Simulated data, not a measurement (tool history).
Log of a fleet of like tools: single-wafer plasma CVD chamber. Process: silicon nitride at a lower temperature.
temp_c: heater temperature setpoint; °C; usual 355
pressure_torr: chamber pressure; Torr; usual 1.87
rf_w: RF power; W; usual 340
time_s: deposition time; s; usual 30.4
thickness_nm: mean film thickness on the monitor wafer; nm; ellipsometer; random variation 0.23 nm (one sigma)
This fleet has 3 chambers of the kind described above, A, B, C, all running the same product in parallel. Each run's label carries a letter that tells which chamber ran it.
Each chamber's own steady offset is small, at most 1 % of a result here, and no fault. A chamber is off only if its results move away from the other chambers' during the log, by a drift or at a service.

run,hour,temp_c,pressure_torr,rf_w,time_s,hours since the last thermocouple change,hours since the last RF generator calibration,hours since the last manometer calibration,"read-back reference wafer on the same gauge, thickness_nm",thickness_nm
1C,5.0,355,1.87,340,30.4,822.5,461.5,854.1,42.399,41.194
2B,9.2,355,1.87,340,30.4,332.1,599.0,392.2,42.421,40.341
3A,14.3,355,1.87,340,30.4,1241.5,602.5,2055.9,42.393,39.896
# hour 17.4: chamber C: capacitance manometer re-zeroed and calibrated
4C,17.6,355,1.87,340,30.4,835.1,474.1,0.3,42.339,40.482
5A,22.9,355,1.87,340,30.4,1250.1,611.1,2064.5,42.467,40.718
6B,27.9,355,1.87,340,30.4,350.8,617.7,410.9,42.441,39.624
7A,30.2,355,1.87,340,30.4,1257.4,618.4,2071.8,42.417,40.514
8C,34.2,355,1.87,340,30.4,851.7,490.7,16.9,42.386,40.523
9B,38.6,355,1.87,340,30.4,361.5,628.4,421.6,42.410,40.294
10B,42.5,355,1.87,340,30.4,365.4,632.3,425.5,42.445,40.050
11A,45.0,355,1.87,340,30.4,1272.2,633.2,2086.6,42.445,40.392
12C,49.6,355,1.87,340,34.6,867.1,506.1,32.3,42.449,45.879
13A,53.4,355,1.87,340,34.6,1280.6,641.6,2095.0,42.386,45.519
14B,57.4,355,1.87,340,34.6,380.3,647.2,440.4,42.453,45.217
15C,60.6,355,1.87,310,30.4,878.1,517.1,43.3,42.479,38.378
16B,64.3,355,1.87,310,30.4,387.2,654.1,447.3,42.407,37.971
17C,66.9,355,1.87,310,30.4,884.4,523.4,49.6,42.435,38.618
18A,69.3,355,1.87,340,30.4,1296.5,657.5,2110.9,42.384,40.371
19C,72.1,355,1.87,340,30.4,889.6,528.6,54.8,42.420,40.891
20B,76.9,355,1.87,340,30.4,399.8,666.7,459.9,42.361,39.814
21A,79.9,355,1.87,340,30.4,1307.1,668.1,2121.5,42.385,40.229
22B,84.7,355,1.87,340,30.4,407.6,674.5,467.7,42.390,39.911
23C,87.2,355,1.87,340,30.4,904.7,543.7,69.9,42.396,40.528
24A,90.1,355,1.87,280,30.4,1317.3,678.3,2131.7,42.416,35.396
25A,93.3,355,1.87,280,30.4,1320.5,681.5,2134.9,42.452,35.655
26B,96.2,355,1.87,280,30.4,419.1,686.0,479.2,42.401,35.421
27C,99.5,355,1.87,340,30.4,917.0,556.0,82.2,42.362,41.078

Does one chamber stand apart from the rest, does the shared gauge drift, or is all well apart from small per-chamber offsets? Give the chamber and the most likely cause, where there is one.

Beyond each chamber's small constant offset nothing stands out, and the gauge stays steady.

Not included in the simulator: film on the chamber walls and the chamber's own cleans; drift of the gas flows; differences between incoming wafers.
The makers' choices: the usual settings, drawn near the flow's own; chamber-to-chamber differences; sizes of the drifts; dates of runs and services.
